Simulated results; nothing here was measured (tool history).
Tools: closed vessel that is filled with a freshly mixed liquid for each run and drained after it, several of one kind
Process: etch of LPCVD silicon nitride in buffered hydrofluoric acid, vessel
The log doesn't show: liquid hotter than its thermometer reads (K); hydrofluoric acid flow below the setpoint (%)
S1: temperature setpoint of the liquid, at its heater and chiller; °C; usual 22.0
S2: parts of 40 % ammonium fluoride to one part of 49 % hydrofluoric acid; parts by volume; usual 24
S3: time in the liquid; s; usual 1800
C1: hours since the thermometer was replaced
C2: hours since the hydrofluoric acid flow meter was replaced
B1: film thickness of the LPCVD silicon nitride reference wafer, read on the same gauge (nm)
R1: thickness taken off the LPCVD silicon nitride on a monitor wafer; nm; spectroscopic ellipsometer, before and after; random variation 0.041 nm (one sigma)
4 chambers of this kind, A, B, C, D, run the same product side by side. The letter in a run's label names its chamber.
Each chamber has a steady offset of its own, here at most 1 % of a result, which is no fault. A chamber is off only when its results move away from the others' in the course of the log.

Run 1C, hour 7.1: usual settings; C1 280.9; C2 431.3; B1 139.98. Result: R1 9.2282 nm.
Run 2D, hour 20.1: usual settings; C1 36.4; C2 739.8; B1 139.97. Result: R1 9.1774 nm.
Run 3B, hour 35.2: usual settings; C1 185.2; C2 569.4; B1 140.02. Result: R1 9.2887 nm.
Run 4A, hour 50.9: usual settings; C1 155.8; C2 1221.8; B1 139.99. Result: R1 9.1991 nm.
Run 5C, hour 60.8: usual settings; C1 334.6; C2 485.0; B1 140.02. Result: R1 9.3285 nm.
Run 6A, hour 75.5: usual settings; C1 180.4; C2 1246.4; B1 139.99. Result: R1 9.1633 nm.
Run 7D, hour 83.3: usual settings; C1 99.6; C2 803.0; B1 139.99. Result: R1 9.1750 nm.
Run 8B, hour 99.2: usual settings; C1 249.2; C2 633.4; B1 139.99. Result: R1 9.3147 nm.
Run 9A, hour 107.7: usual settings; C1 212.6; C2 1278.6; B1 139.99. Result: R1 9.1501 nm.
Run 10C, hour 121.2: usual settings; C1 395.0; C2 545.4; B1 140.01. Result: R1 9.2313 nm.
Run 11B, hour 128.9: usual settings; C1 278.9; C2 663.1; B1 139.98. Result: R1 9.2938 nm.
Run 12D, hour 140.7: usual settings; C1 157.0; C2 860.4; B1 139.99. Result: R1 9.1391 nm.
Run 13A, hour 149.1: usual settings but S3 960 s; C1 254.0; C2 1320.0; B1 140.00. Result: R1 4.8729 nm.
Run 14C, hour 163.6: usual settings but S3 960 s; C1 437.4; C2 587.8; B1 140.03. Result: R1 4.9805 nm.
Run 15B, hour 173.3: usual settings but S3 960 s; C1 323.3; C2 707.5; B1 140.00. Result: R1 4.9730 nm.
Run 16D, hour 187.2: usual settings but S3 960 s; C1 203.5; C2 906.9; B1 139.98. Result: R1 4.8700 nm.
Run 17B, hour 194.2: usual settings; C1 344.2; C2 728.4; B1 140.04. Result: R1 9.3541 nm.
Run 18C, hour 203.9: usual settings; C1 477.7; C2 628.1; B1 140.00. Result: R1 9.2953 nm.
Run 19A, hour 213.3: usual settings but S1 18.0 °C; C1 318.2; C2 1384.2; B1 140.01. Result: R1 7.3866 nm.
Run 20D, hour 225.4: usual settings but S1 18.0 °C; C1 241.7; C2 945.1; B1 140.01. Result: R1 7.2915 nm.
Run 21A, hour 239.5: usual settings but S1 18.0 °C; C1 344.4; C2 1410.4; B1 140.01. Result: R1 7.3929 nm.
At hour 245.1: chamber A: hydrofluoric acid flow meter replaced.
Run 22C, hour 253.5: usual settings but S1 18.0 °C; C1 527.3; C2 677.7; B1 140.03. Result: R1 7.4004 nm.
Run 23D, hour 264.3: usual settings but S3 1345 s; C1 280.6; C2 984.0; B1 139.98. Result: R1 6.8208 nm.
Run 24B, hour 277.8: usual settings but S3 1345 s; C1 427.8; C2 812.0; B1 139.98. Result: R1 6.9394 nm.
Run 25A, hour 291.1: usual settings but S3 1345 s; C1 396.0; C2 46.0; B1 140.00. Result: R1 6.8503 nm.
Run 26D, hour 300.4: usual settings but S3 1345 s; C1 316.7; C2 1020.1; B1 139.99. Result: R1 6.8500 nm.
Run 27C, hour 312.9: usual settings; C1 586.7; C2 737.1; B1 140.02. Result: R1 9.3219 nm.
Run 28B, hour 322.4: usual settings but S1 18.5 °C, S2 27 parts by volume; C1 472.4; C2 856.6; B1 140.01. Result: R1 6.9909 nm.
Run 29B, hour 330.5: usual settings but S1 18.5 °C, S2 27 parts by volume; C1 480.5; C2 864.7; B1 139.99. Result: R1 7.0132 nm.
Run 30D, hour 345.2: usual settings but S1 18.5 °C, S2 27 parts by volume; C1 361.5; C2 1064.9; B1 139.95. Result: R1 6.9120 nm.
Run 31C, hour 359.9: usual settings but S1 18.5 °C, S2 27 parts by volume; C1 633.7; C2 784.1; B1 140.01. Result: R1 7.0085 nm.
Run 32A, hour 370.7: usual settings; C1 475.6; C2 125.6; B1 139.99. Result: R1 9.2291 nm.
Run 33D, hour 381.1: usual settings but S2 30 parts by volume; C1 397.4; C2 1100.8; B1 139.99. Result: R1 7.8326 nm.
Run 34C, hour 393.8: usual settings but S2 30 parts by volume; C1 667.6; C2 818.0; B1 140.01. Result: R1 7.9373 nm.
Run 35B, hour 405.6: usual settings but S2 30 parts by volume; C1 555.6; C2 939.8; B1 139.99. Result: R1 7.9890 nm.
Run 36A, hour 420.0: usual settings but S2 30 parts by volume; C1 524.9; C2 174.9; B1 139.99. Result: R1 7.8788 nm.
Run 37C, hour 435.7: usual settings; C1 709.5; C2 859.9; B1 140.00. Result: R1 9.3135 nm.

All 4 chambers run these settings next. Forecast each chamber's results:
Run 38A, hour 447.3: usual settings. Result: R1 ?.
Run 38B, hour 447.3: usual settings. Result: R1 ?.
Run 38C, hour 447.3: usual settings. Result: R1 ?.
Run 38D, hour 447.3: usual settings. Result: R1 ?.

run      R1
38A  9.1865
38B  9.2837
38C  9.3701
38D  9.1957
